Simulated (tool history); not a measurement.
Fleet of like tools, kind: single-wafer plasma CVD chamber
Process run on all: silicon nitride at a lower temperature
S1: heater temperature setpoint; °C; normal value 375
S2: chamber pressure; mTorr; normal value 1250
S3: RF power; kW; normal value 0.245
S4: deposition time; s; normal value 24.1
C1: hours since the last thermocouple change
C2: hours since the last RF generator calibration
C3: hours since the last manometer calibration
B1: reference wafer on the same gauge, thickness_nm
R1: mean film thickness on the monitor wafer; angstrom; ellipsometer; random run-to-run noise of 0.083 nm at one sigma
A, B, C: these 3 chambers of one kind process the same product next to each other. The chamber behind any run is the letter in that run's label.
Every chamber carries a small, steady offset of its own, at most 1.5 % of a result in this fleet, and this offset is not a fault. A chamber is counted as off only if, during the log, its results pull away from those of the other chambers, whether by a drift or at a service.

run   hour   S1    S2     S3    S4      C1      C2      C3      B1      R1
 1B    8.5  375  1250  0.245  24.1   503.2  1518.5   915.6  22.311  228.69
 2C   19.3  375  1250  0.245  24.1   764.9   654.2   407.9  22.297  226.91
 3A   29.5  375  1250  0.245  24.1   454.2   248.4   116.8  22.312  230.98
 4A   39.7  375  1250  0.245  24.1   464.4   258.6     127  22.305  228.57
 5B   49.3  375  1250  0.245  24.1     544  1559.3   956.4  22.313  228.03
 6C     55  375  1250  0.245  24.1   800.6   689.9   443.6  22.301  227.73
 7B   65.7  375  1250  0.245  24.1   560.4  1575.7   972.8  22.294  226.55
 8C   73.1  375  1250  0.245  24.1   818.7     708   461.7  22.288  227.29
 9A   79.2  375  1250  0.245  24.1   503.9   298.1   166.5  22.302  229.51
10A   89.1  375  1250  0.245  24.1   513.8     308   176.4  22.284  229.08
      99.6  -- chamber B: RF generator calibrated
11B   99.7  365  1250  0.245  24.1   594.4     0.2  1006.8  22.295  227.81
12C  105.3  365  1250  0.245  24.1   850.9   740.2   493.9   22.28  227.57
13C  110.6  365  1250  0.245  24.1   856.2   745.5   499.2  22.296  227.62
14B    117  375  1250  0.245  24.1   611.7    17.5  1024.1  22.282  227.26
15A  126.1  375  1420  0.245  24.1   550.8     345   213.4  22.298  237.38
16B  131.3  375  1420  0.245  24.1     626    31.8  1038.4  22.312  236.29
17A  141.9  375  1420  0.245  24.1   566.6   360.8   229.2  22.302  239.09
18C  152.5  375  1250  0.245  26.9   898.1   787.4   541.1  22.291  250.38
19B  161.1  375  1250  0.245  26.9   655.8    61.6  1068.2  22.302  253.41
20A  167.4  375  1250  0.245  26.9   592.1   386.3   254.7   22.31  256.14
21C  176.8  375  1250  0.245  24.1   922.4   811.7   565.4  22.322  224.17
22A  185.2  375  1250  0.245  24.1   609.9   404.1   272.5  22.304   229.1
23C  191.7  375  1250  0.245  24.1   937.3   826.6   580.3  22.292  222.79
24B    202  375  1250  0.245  24.1   696.7   102.5  1109.1   22.29  228.35
25C  210.3  375  1250  0.245  24.1   955.9   845.2   598.9  22.303  222.51
26B  216.5  369  1250  0.245  24.1   711.2     117  1123.6  22.307  228.57
27A    224  369  1250  0.245  24.1   648.7   442.9   311.3  22.307   230.3
28A  229.4  369  1250  0.245  24.1   654.1   448.3   316.7   22.31  230.55
29B  237.6  375  1250  0.245  24.1   732.3   138.1  1144.7  22.296  228.15
30C  247.8  375  1250  0.245  24.1   993.4   882.7   636.4  22.299  220.05
31B  255.3  375  1250  0.245  24.1     750   155.8  1162.4  22.289  227.91
32C  262.2  375  1250  0.245  24.1  1007.8   897.1   650.8  22.308  219.11
33A  268.9  375  1250  0.245  24.1   693.6   487.8   356.2   22.29  231.01
34A  274.7  375  1250  0.245  24.1   699.4   493.6     362  22.306  230.76
35B  283.7  375  1250  0.245  24.1   778.4   184.2  1190.8  22.283  227.31
36C  291.2  375   980  0.245  22.1  1036.8   926.1   679.8  22.295  184.21
37B  301.1  375   980  0.245  22.1   795.8   201.6  1208.2  22.288  193.53

Does one chamber stand apart from the rest, does the shared gauge drift, or is all well apart from small per-chamber offsets? Give the chamber and the most likely cause, where there is one.

It is chamber C that slowly wanders off from its peers.
Most likely cause: delivered RF power below the setpoint (%) = 6.76.

Which of the 4 candidates below, each the usual settings with something changed and its results left as question marks, puts chamber C back in line with what the other chambers give on the usual settings?
In line means no further than this from the other chambers' mean on the usual settings: R1 2.9 angstrom
38C-1  309.1  375  1230   0.24  23.3                   ?
38C-2  309.1  375  1260  0.245  24.5                   ?
38C-3  309.1  375  1250   0.25    25                   ?
38C-4  309.1  375  1240  0.245  23.7                   ?

Mean of the other chambers on the usual settings: R1 228.86 angstrom
  run      R1
38C-1   204.6
38C-2  219.89
38C-3  227.03
38C-4  211.72
38C-3 brings the chamber back in line.

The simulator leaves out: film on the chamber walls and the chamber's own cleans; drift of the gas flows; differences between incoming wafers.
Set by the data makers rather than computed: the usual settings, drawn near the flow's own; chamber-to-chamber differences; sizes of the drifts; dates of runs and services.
